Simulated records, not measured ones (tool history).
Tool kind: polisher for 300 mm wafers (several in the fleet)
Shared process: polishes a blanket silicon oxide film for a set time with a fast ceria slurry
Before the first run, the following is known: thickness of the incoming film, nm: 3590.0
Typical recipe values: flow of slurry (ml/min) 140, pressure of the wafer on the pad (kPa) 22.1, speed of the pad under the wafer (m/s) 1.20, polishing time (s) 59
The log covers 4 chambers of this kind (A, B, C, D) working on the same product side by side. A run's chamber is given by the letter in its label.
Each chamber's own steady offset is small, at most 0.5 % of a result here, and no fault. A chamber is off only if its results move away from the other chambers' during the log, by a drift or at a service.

run	hour	flow of slurry (ml/min)	pressure of the wafer on the pad (kPa)	speed of the pad under the wafer (m/s)	polishing time (s)	wafers polished on this pad	hours since the slurry nozzle was cleaned	hours since the head pressure was calibrated	film removed (Å)
1C	2.9	140	22.1	1.20	59	355	147.9	115.0	13714
2B	7.7	140	22.1	1.20	59	1361	10.9	336.6	13624
3A	12.9	140	22.1	1.20	59	1340	281.6	683.7	13742
# hour 16.3: chamber B: worn pad replaced by a new one
4D	18.5	140	22.1	1.20	59	1137	185.2	76.6	13479
5A	21.2	140	22.1	1.20	59	1425	289.9	692.0	13864
6B	26.5	140	24.8	1.20	59	105	29.7	355.4	15752
# hour 27.8: chamber A: worn pad replaced by a new one
7C	29.9	140	24.8	1.20	59	633	174.9	142.0	15293
8D	34.0	140	24.8	1.20	59	1297	200.7	92.1	15473
9D	37.6	140	24.8	1.20	59	1334	204.3	95.7	15385
10A	41.0	140	22.1	1.20	59	136	309.7	711.8	13866
# hour 42.6: chamber D: worn pad replaced by a new one
11C	44.5	140	22.1	1.20	59	784	189.5	156.6	13680
12B	50.1	140	22.1	1.20	59	348	53.3	379.0	13797
13A	54.7	140	22.1	1.20	59	277	323.4	725.5	13777
# hour 59.2: chamber C: worn pad replaced by a new one
14C	59.9	140	22.1	1.20	59	8	204.9	172.0	13623
15D	62.6	140	22.1	1.20	59	206	229.3	120.7	13608
16B	66.4	140	22.1	1.20	59	516	69.6	395.3	13599
17B	69.4	140	17.2	1.42	59	547	72.6	398.3	12661
18A	74.2	140	17.2	1.42	59	478	342.9	745.0	12472
19C	78.0	140	17.2	1.42	59	194	223.0	190.1	12535
20D	83.5	140	17.2	1.42	59	421	250.2	141.6	12389
21D	88.0	140	22.1	1.20	59	468	254.7	146.1	13543
22C	92.2	140	22.1	1.20	59	340	237.2	204.3	13805
23B	95.4	140	22.1	1.20	59	815	98.6	424.3	13461
24A	99.4	140	22.1	1.20	59	738	368.1	770.2	13008
25C	103.3	170	22.1	1.60	59	455	248.3	215.4	18712
26D	107.1	170	22.1	1.60	59	664	273.8	165.2	18860
27A	110.3	170	22.1	1.60	59	850	379.0	781.1	17922
28B	114.5	170	22.1	1.60	59	1012	117.7	443.4	18904
29D	117.2	140	22.1	1.20	59	768	283.9	175.3	13597

Is one chamber off against the others, does the gauge drift, or is nothing wrong? If a chamber is off, say which, and what the likeliest cause is.

Chamber A drifts away from the others.
Most likely cause: slurry flow missing at the pad, % = 30.3.
With only this log, it may be confused with: removal rate lost through wear of the pad, %; head's pressure below its setpoint, %.

Below are 4 candidate recipes for chamber A's next run, each the usual settings with a change, their results shown as question marks. Which of them brings A's results back in line with what the other chambers give on the usual settings?
Allowed miss from the other chambers' usual-settings mean, per result, to count as in line: film removed (Å) 450
30A-1	121.2	140	22.1	1.22	59				?
30A-2	121.2	140	21.4	1.16	59				?
30A-3	121.2	140	22.8	1.22	60				?
30A-4	121.2	140	22.1	1.20	58				?

What the other chambers average on the usual settings: film removed (Å) 13670
run	film removed (Å)
30A-1	12921
30A-2	11902
30A-3	13552
30A-4	12494
30A-3 is the one that brings the chamber's results back in line with the other chambers.
